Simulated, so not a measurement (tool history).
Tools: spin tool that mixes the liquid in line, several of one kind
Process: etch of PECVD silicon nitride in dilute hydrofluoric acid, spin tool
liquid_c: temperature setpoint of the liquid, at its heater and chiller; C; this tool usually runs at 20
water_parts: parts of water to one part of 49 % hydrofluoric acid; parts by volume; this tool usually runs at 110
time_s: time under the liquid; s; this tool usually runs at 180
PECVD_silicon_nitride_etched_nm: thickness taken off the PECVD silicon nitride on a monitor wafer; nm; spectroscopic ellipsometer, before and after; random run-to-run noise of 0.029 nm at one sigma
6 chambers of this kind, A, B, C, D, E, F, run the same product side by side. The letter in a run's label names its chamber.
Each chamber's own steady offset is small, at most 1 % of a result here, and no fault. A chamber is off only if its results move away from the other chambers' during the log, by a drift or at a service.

run	hour	liquid_c	water_parts	time_s	hours since the thermometer was replaced	hours since the hydrofluoric acid flow meter was replaced	read-back film thickness of the PECVD silicon nitride reference wafer, read on the same gauge (nm)	PECVD_silicon_nitride_etched_nm
1D	7.0	20	110	180	1620.5	984.7	60.016	2.6012
2A	15.1	20	110	180	470.7	1722.4	60.020	2.5955
3C	26.7	20	110	180	445.6	95.2	59.973	2.5803
4B	33.7	20	110	180	383.6	789.6	60.003	2.5569
5E	45.7	20	110	180	985.0	846.5	60.033	2.5928
6F	54.5	20	110	180	661.0	876.5	59.993	2.6477
7F	60.9	20	110	180	667.4	882.9	60.012	2.5949
# hour 68.4: chamber F: thermometer replaced
8E	71.4	20	110	180	1010.7	872.2	59.972	2.6422
9A	79.8	20	110	180	535.4	1787.1	60.004	2.5922
10D	90.0	20	110	180	1703.5	1067.7	60.056	2.5991
11B	99.1	20	110	180	449.0	855.0	60.005	2.5364
12C	111.1	20	110	180	530.0	179.6	59.978	2.6135
13F	119.6	20	110	180	51.2	941.6	59.992	2.5971
14B	130.4	17	110	260	480.3	886.3	59.980	2.9765
15A	138.3	17	110	260	593.9	1845.6	60.057	3.0467
16C	144.9	17	110	260	563.8	213.4	59.999	3.0469
17E	156.9	17	110	260	1096.2	957.7	59.955	3.1077
18D	163.8	17	110	260	1777.3	1141.5	60.016	3.0702
19D	174.5	17	110	260	1788.0	1152.2	59.983	3.0255
20C	186.0	20	110	180	604.9	254.5	60.002	2.5790
21B	193.2	20	110	180	543.1	949.1	59.987	2.5805
22F	199.8	20	110	180	131.4	1021.8	59.970	2.5602
23E	208.1	20	110	180	1147.4	1008.9	60.018	2.6445
24A	219.6	20	90	180	675.2	1926.9	60.003	3.2811
25E	228.9	20	90	180	1168.2	1029.7	59.959	3.2087
26A	235.8	20	90	180	691.4	1943.1	59.934	3.2757
27D	242.9	20	90	180	1856.4	1220.6	59.989	3.1640
28F	249.9	20	90	180	181.5	1071.9	60.049	3.1604
29C	260.8	20	90	180	679.7	329.3	60.026	3.0956
30B	270.7	20	110	180	620.6	1026.6	59.953	2.5489
31B	277.4	20	110	140	627.3	1033.3	60.001	1.9721
32E	284.5	20	110	140	1223.8	1085.3	60.035	2.0407
33F	293.6	20	110	140	225.2	1115.6	60.050	2.0473
34C	304.0	20	110	140	722.9	372.5	60.021	1.9861
35A	310.7	20	110	140	766.3	2018.0	60.039	2.1657
36D	319.9	20	110	140	1933.4	1297.6	60.067	2.0377
37E	330.4	20	110	180	1269.7	1131.2	59.987	2.6643
38D	339.6	20	155	180	1953.1	1317.3	59.981	1.8347
39F	351.2	20	155	180	282.8	1173.2	59.982	1.8595
40A	358.7	20	155	180	814.3	2066.0	60.007	2.0406

All 6 chambers run these settings next. Forecast each chamber's results:
41A	367.6	20	145	180				?
41B	367.6	20	145	180				?
41C	367.6	20	145	180				?
41D	367.6	20	145	180				?
41E	367.6	20	145	180				?
41F	367.6	20	145	180				?

run	PECVD_silicon_nitride_etched_nm
41A	2.1904
41B	1.9220
41C	1.9543
41D	1.9735
41E	2.0029
41F	1.9825
